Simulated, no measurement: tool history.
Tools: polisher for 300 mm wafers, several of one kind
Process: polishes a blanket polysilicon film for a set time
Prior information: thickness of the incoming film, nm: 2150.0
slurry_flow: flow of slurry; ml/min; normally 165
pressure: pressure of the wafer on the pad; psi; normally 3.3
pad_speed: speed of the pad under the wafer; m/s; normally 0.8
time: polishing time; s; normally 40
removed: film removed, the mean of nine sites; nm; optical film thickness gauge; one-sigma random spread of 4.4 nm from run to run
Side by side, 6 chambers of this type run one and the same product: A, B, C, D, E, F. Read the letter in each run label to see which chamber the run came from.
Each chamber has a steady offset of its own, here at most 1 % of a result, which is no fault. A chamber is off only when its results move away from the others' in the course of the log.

Run 1B, day 0.325: usual settings. Result: removed 327.19 nm.
At day 0.583: chamber B: worn pad replaced by a new one.
At day 0.604: chamber E: worn pad replaced by a new one.
Run 2F, day 0.729: usual settings. Result: removed 331.48 nm.
Run 3A, day 0.988: usual settings. Result: removed 327.42 nm.
At day 1.008: chamber F: worn pad replaced by a new one.
At day 1.117: chamber A: worn pad replaced by a new one.
Run 4C, day 1.3: usual settings. Result: removed 328.56 nm.
At day 1.446: chamber C: worn pad replaced by a new one.
At day 1.688: chamber D: worn pad replaced by a new one.
Run 5D, day 1.804: usual settings. Result: removed 334.85 nm.
Run 6E, day 2.1: usual settings. Result: removed 318.42 nm.
Run 7B, day 2.4: usual settings. Result: removed 328.57 nm.
Run 8D, day 2.671: usual settings. Result: removed 331.19 nm.
At day 2.904: chamber D: head pressure recalibrated.
Run 9F, day 3.038: usual settings. Result: removed 315.65 nm.
At day 3.254: chamber C: head pressure recalibrated.
Run 10C, day 3.538: usual settings. Result: removed 328.46 nm.
Run 11E, day 3.812: usual settings. Result: removed 327.34 nm.
At day 3.9: chamber A: worn pad replaced by a new one.
Run 12A, day 4.112: usual settings. Result: removed 324.95 nm.
At day 4.388: chamber B: worn pad replaced by a new one.
At day 4.404: chamber F: worn pad replaced by a new one.
Run 13E, day 4.592: usual settings but slurry_flow 145 ml/min. Result: removed 312.56 nm.
At day 4.758: chamber F: head pressure recalibrated.
Run 14B, day 5.042: usual settings but slurry_flow 145 ml/min. Result: removed 320.41 nm.
Run 15C, day 5.458: usual settings but slurry_flow 145 ml/min. Result: removed 320.19 nm.
At day 5.475: chamber D: worn pad replaced by a new one.
Run 16A, day 5.975: usual settings but slurry_flow 145 ml/min. Result: removed 324.23 nm.
At day 6.217: chamber E: worn pad replaced by a new one.
Run 17F, day 6.321: usual settings but slurry_flow 145 ml/min. Result: removed 314.48 nm.
Run 18D, day 6.725: usual settings but slurry_flow 145 ml/min. Result: removed 319.62 nm.
At day 6.821: chamber C: worn pad replaced by a new one.
At day 7.1: chamber C: slurry nozzle cleaned.
At day 7.158: chamber B: head pressure recalibrated.
Run 19D, day 7.171: usual settings but slurry_flow 205 ml/min. Result: removed 340.13 nm.
At day 7.321: chamber A: worn pad replaced by a new one.
At day 7.479: chamber F: worn pad replaced by a new one.
Run 20E, day 7.588: usual settings but slurry_flow 205 ml/min. Result: removed 329.94 nm.
Run 21A, day 7.938: usual settings but slurry_flow 205 ml/min. Result: removed 336.72 nm.
Run 22F, day 8.175: usual settings but slurry_flow 205 ml/min. Result: removed 337.51 nm.
Run 23C, day 8.612: usual settings but slurry_flow 205 ml/min. Result: removed 338.93 nm.
At day 8.767: chamber D: slurry nozzle cleaned.
At day 8.892: chamber B: worn pad replaced by a new one.
Run 24B, day 8.912: usual settings but slurry_flow 205 ml/min. Result: removed 340.28 nm.
Run 25A, day 9.404: usual settings. Result: removed 321.82 nm.
At day 9.833: chamber D: worn pad replaced by a new one.
Run 26C, day 9.95: usual settings but slurry_flow 125 ml/min, time 27 s. Result: removed 209.28 nm.
At day 10.175: chamber F: worn pad replaced by a new one.
Run 27D, day 10.204: usual settings but slurry_flow 125 ml/min, time 27 s. Result: removed 210.5 nm.
At day 10.362: chamber A: worn pad replaced by a new one.
Run 28E, day 10.746: usual settings but slurry_flow 125 ml/min, time 27 s. Result: removed 196.64 nm.
At day 10.821: chamber E: worn pad replaced by a new one.
Run 29B, day 11.288: usual settings but slurry_flow 125 ml/min, time 27 s. Result: removed 210.26 nm.
At day 11.571: chamber B: slurry nozzle cleaned.
Run 30F, day 11.704: usual settings but slurry_flow 125 ml/min, time 27 s. Result: removed 208.04 nm.
Run 31C, day 12.017: usual settings but slurry_flow 125 ml/min, time 27 s. Result: removed 214.92 nm.
At day 12.3: chamber F: slurry nozzle cleaned.
Run 32D, day 12.4: usual settings. Result: removed 322.75 nm.
Run 33E, day 12.758: usual settings. Result: removed 300.57 nm.
At day 13.025: chamber A: worn pad replaced by a new one.
Run 34B, day 13.208: usual settings. Result: removed 322.94 nm.
At day 13.417: chamber B: worn pad replaced by a new one.
At day 13.708: chamber F: worn pad replaced by a new one.
Run 35F, day 13.738: usual settings. Result: removed 329.46 nm.
Run 36A, day 14.154: usual settings. Result: removed 323.99 nm.
At day 14.392: chamber E: slurry nozzle cleaned.
Run 37E, day 14.7: usual settings. Result: removed 298.39 nm.
Run 38F, day 15.171: usual settings but slurry_flow 130 ml/min. Result: removed 303.12 nm.
Run 39B, day 15.654: usual settings but slurry_flow 130 ml/min. Result: removed 313.35 nm.

Has any chamber moved away from the others, gradually or after a service, or does the common gauge drift, or do the chambers differ only by their own small steady offsets? State the chamber and the most likely cause if one applies.

Chamber E drifts away from the others.
Cause: head's pressure below its setpoint, % = 9.5.

Which of the 4 candidates below, each the usual settings with something changed and its results left as question marks, puts chamber E back in line with what the other chambers give on the usual settings?
In-line tolerance around the mean of the other chambers on the usual settings: removed 15 nm
Run 40E-1, day 16.046: usual settings but slurry_flow 160 ml/min, pad_speed 0.66 m/s. Result: removed ?.
Run 40E-2, day 16.046: usual settings but slurry_flow 160 ml/min, pressure 3 psi. Result: removed ?.
Run 40E-3, day 16.046: usual settings but pressure 4 psi. Result: removed ?.
Run 40E-4, day 16.046: usual settings but pressure 3.4 psi, pad_speed 0.82 m/s, time 41 s. Result: removed ?.

Mean of the other chambers on the usual settings: removed 325.26 nm
  run  removed
40E-1   240.71
40E-2   266.49
40E-3   355.62
40E-4   318.39
It is 40E-4 that realigns the chamber with its peers.

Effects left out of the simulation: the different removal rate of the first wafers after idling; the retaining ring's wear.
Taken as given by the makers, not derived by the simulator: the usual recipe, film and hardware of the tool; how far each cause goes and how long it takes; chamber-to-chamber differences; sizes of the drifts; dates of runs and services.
